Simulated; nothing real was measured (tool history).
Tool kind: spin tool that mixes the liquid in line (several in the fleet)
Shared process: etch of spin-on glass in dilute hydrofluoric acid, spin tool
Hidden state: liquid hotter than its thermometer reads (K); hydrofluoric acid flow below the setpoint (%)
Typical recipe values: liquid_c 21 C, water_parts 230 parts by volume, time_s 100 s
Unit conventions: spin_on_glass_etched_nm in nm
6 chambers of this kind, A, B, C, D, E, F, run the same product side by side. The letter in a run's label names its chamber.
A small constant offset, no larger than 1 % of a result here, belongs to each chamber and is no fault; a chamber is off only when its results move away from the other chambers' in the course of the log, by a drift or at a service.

run   hour  liquid_c  water_parts  time_s  hours since the thermometer was replaced  hours since the hydrofluoric acid flow meter was replaced  read-back film thickness of the spin-on glass reference wafer, read on the same gauge (nm)  spin_on_glass_etched_nm
 1D   12.8        21          230     100                                     308.2                                                     1500.2                                                                                      69.998                   18.951
 2A   23.5        21          230     100                                       946                                                     1542.2                                                                                      69.993                   19.284
      26.3  -- chamber F: thermometer replaced
 3F   33.7        21          230     100                                       7.5                                                      260.7                                                                                      69.998                   18.849
 4C   43.2        21          230     100                                     619.5                                                      575.8                                                                                      70.006                   19.231
 5B   56.4        21          230     100                                     450.8                                                     1327.8                                                                                      69.984                   19.137
 6E     68        21          230     100                                     622.1                                                      417.6                                                                                      70.021                   19.152
 7A   74.5        21          230     100                                       997                                                     1593.2                                                                                      70.005                   19.254
 8B   81.9        21          230     100                                     476.3                                                     1353.3                                                                                       70.01                   18.954
 9E   91.4        21          230     100                                     645.5                                                        441                                                                                       69.98                   18.997
10D  104.2        21          230     100                                     399.6                                                     1591.6                                                                                       69.99                   18.976
11F  113.5        21          230     100                                      87.3                                                      340.5                                                                                      70.008                    18.79
12C  122.7        21          230     100                                       699                                                      655.3                                                                                      69.989                   18.785
13F  134.3        21          230     100                                     108.1                                                      361.3                                                                                      70.006                   19.164
14D  145.6        21          230     100                                       441                                                       1633                                                                                      70.007                   19.048
15E  155.9        21          230     100                                       710                                                      505.5                                                                                      69.999                    19.15
16A  165.5        21          230     100                                      1088                                                     1684.2                                                                                      69.996                   19.364
17B  175.7        21          230     100                                     570.1                                                     1447.1                                                                                      69.978                   19.042
18C  188.7        21          230     100                                       765                                                      721.3                                                                                      70.005                   18.741
19C  201.3        21          230     100                                     777.6                                                      733.9                                                                                      70.014                   18.689
20D  214.4        21          230     100                                     509.8                                                     1701.8                                                                                      70.011                   18.991
     220.4  -- chamber F: hydrofluoric acid flow meter replaced
21E  223.3        21          230     100                                     777.4                                                      572.9                                                                                      70.005                   19.129
22B  233.4        17          230     100                                     627.8                                                     1504.8                                                                                      70.005                   16.375
23F  241.2        17          230     100                                       215                                                       20.9                                                                                      69.991                   16.275
24A  251.3        17          230     100                                    1173.8                                                       1770                                                                                      70.007                    16.57
25E  261.3        17          230     100                                     815.4                                                      610.9                                                                                      69.998                   16.331
26D  273.9        17          230     100                                     569.3                                                     1761.3                                                                                      70.004                   16.375
27B    281        17          230     100                                     675.4                                                     1552.4                                                                                      69.995                   16.279
28F    290        21          230     100                                     263.8                                                       69.7                                                                                      70.016                    18.93
29C  302.5        21          230     100                                     878.8                                                      835.1                                                                                       70.01                   18.417
30A  312.7        21          230     100                                    1235.2                                                     1831.4                                                                                      69.989                   19.335
31E    321        21          170      40                                     875.1                                                      670.6                                                                                      69.995                   10.866
32B  330.9        21          170      40                                     725.3                                                     1602.3                                                                                      69.988                   10.882
       335  -- chamber E: thermometer replaced
33C    344        21          170      40                                     920.3                                                      876.6                                                                                      69.994                    10.52
34F  354.2        21          170      40                                       328                                                      133.9                                                                                      69.995                   10.861
     356.1  -- chamber A: hydrofluoric acid flow meter replaced
     357.1  -- chamber D: thermometer replaced
     358.2  -- chamber B: thermometer replaced
35D  366.5        21          170      40                                       9.4                                                     1853.9                                                                                      69.999                    11.02
36A    375        21          170      40                                    1297.5                                                       18.9                                                                                      69.994                   11.252
37A    382        21          230     100                                    1304.5                                                       25.9                                                                                      70.011                   19.328
38F  395.5        21          230     100                                     369.3                                                      175.2                                                                                      70.025                       19
39D  408.7        21          230     100                                      51.6                                                     1896.1                                                                                      69.984                   19.102
40E  418.9        21          230     100                                      83.9                                                      768.5                                                                                      70.008                   19.157
41C  426.5        21          230     100                                    1002.8                                                      959.1                                                                                          70                   17.961
42B  435.8        21          230     100                                      77.7                                                     1707.2                                                                                      70.005                       19

Predict what each chamber gives when all 6 of them run the settings below next.
43A  445.9        21          230     100                                                                                                                                                                                                                         ?
43B  445.9        21          230     100                                                                                                                                                                                                                         ?
43C  445.9        21          230     100                                                                                                                                                                                                                         ?
43D  445.9        21          230     100                                                                                                                                                                                                                         ?
43E  445.9        21          230     100                                                                                                                                                                                                                         ?
43F  445.9        21          230     100                                                                                                                                                                                                                         ?

run  spin_on_glass_etched_nm
43A                   19.213
43B                   19.028
43C                   17.995
43D                   18.988
43E                   19.037
43F                   18.993
